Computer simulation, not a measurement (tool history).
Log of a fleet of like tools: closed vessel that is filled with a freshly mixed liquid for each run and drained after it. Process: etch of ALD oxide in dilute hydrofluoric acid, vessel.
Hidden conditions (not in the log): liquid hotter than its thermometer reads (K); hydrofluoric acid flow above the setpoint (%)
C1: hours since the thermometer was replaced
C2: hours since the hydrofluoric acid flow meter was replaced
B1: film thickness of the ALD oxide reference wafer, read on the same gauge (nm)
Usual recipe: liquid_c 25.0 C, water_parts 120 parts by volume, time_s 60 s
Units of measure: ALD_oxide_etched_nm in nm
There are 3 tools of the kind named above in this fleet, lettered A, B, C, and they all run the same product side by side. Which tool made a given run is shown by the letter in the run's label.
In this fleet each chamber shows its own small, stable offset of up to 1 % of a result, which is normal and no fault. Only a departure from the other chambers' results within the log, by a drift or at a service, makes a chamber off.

-- day=0.004 chamber B: hydrofluoric acid flow meter replaced
run 1A day=0.258 | liquid_c=25.0 water_parts=120 time_s=60 | C1=464.6 C2=369.3 | B1=70.021 | ALD_oxide_etched_nm=8.7478
run 2C day=0.454 | liquid_c=25.0 water_parts=120 time_s=60 | C1=370.8 C2=708.3 | B1=69.977 | ALD_oxide_etched_nm=8.8260
run 3B day=0.638 | liquid_c=25.0 water_parts=120 time_s=60 | C1=704.0 C2=15.3 | B1=69.998 | ALD_oxide_etched_nm=8.5899
run 4B day=0.900 | liquid_c=25.0 water_parts=120 time_s=60 | C1=710.3 C2=21.6 | B1=69.987 | ALD_oxide_etched_nm=8.6662
run 5C day=1.117 | liquid_c=25.0 water_parts=120 time_s=60 | C1=386.7 C2=724.2 | B1=69.989 | ALD_oxide_etched_nm=8.8183
run 6A day=1.412 | liquid_c=25.0 water_parts=120 time_s=60 | C1=492.3 C2=397.0 | B1=70.022 | ALD_oxide_etched_nm=8.9370
run 7B day=1.638 | liquid_c=20.0 water_parts=120 time_s=60 | C1=728.0 C2=39.3 | B1=69.978 | ALD_oxide_etched_nm=7.1672
run 8A day=1.921 | liquid_c=20.0 water_parts=120 time_s=60 | C1=504.5 C2=409.2 | B1=70.000 | ALD_oxide_etched_nm=7.3324
run 9C day=2.179 | liquid_c=20.0 water_parts=120 time_s=60 | C1=412.2 C2=749.7 | B1=70.028 | ALD_oxide_etched_nm=7.1760
run 10A day=2.412 | liquid_c=25.0 water_parts=120 time_s=60 | C1=516.3 C2=421.0 | B1=70.004 | ALD_oxide_etched_nm=9.0630
run 11B day=2.675 | liquid_c=25.0 water_parts=120 time_s=60 | C1=752.9 C2=64.2 | B1=70.008 | ALD_oxide_etched_nm=8.6771
run 12C day=2.854 | liquid_c=25.0 water_parts=120 time_s=60 | C1=428.4 C2=765.9 | B1=69.996 | ALD_oxide_etched_nm=8.9179
run 13B day=3.138 | liquid_c=25.0 water_parts=120 time_s=60 | C1=764.0 C2=75.3 | B1=69.956 | ALD_oxide_etched_nm=8.6812
run 14A day=3.321 | liquid_c=25.0 water_parts=120 time_s=60 | C1=538.1 C2=442.8 | B1=69.982 | ALD_oxide_etched_nm=9.2281
run 15C day=3.562 | liquid_c=28.5 water_parts=75 time_s=60 | C1=445.4 C2=782.9 | B1=69.956 | ALD_oxide_etched_nm=17.2320
run 16C day=3.788 | liquid_c=28.5 water_parts=75 time_s=60 | C1=450.8 C2=788.3 | B1=69.985 | ALD_oxide_etched_nm=17.3200
run 17A day=3.958 | liquid_c=28.5 water_parts=75 time_s=60 | C1=553.4 C2=458.1 | B1=70.037 | ALD_oxide_etched_nm=18.4030
run 18B day=4.304 | liquid_c=27.0 water_parts=70 time_s=60 | C1=792.0 C2=103.3 | B1=70.018 | ALD_oxide_etched_nm=17.6580
run 19A day=4.608 | liquid_c=27.0 water_parts=70 time_s=60 | C1=569.0 C2=473.7 | B1=70.017 | ALD_oxide_etched_nm=18.9690
run 20C day=4.888 | liquid_c=27.0 water_parts=70 time_s=60 | C1=477.2 C2=814.7 | B1=69.988 | ALD_oxide_etched_nm=17.6310
run 21B day=5.225 | liquid_c=25.0 water_parts=120 time_s=60 | C1=814.1 C2=125.4 | B1=69.953 | ALD_oxide_etched_nm=8.9027

For the next run the whole fleet of 3 chambers uses the same settings. Give each chamber's results:
run 22A day=5.488 | liquid_c=25.0 water_parts=120 time_s=60 | ALD_oxide_etched_nm=?
run 22B day=5.488 | liquid_c=25.0 water_parts=120 time_s=60 | ALD_oxide_etched_nm=?
run 22C day=5.488 | liquid_c=25.0 water_parts=120 time_s=60 | ALD_oxide_etched_nm=?

run=22A ALD_oxide_etched_nm=9.8375
run=22B ALD_oxide_etched_nm=8.7698
run=22C ALD_oxide_etched_nm=8.8470
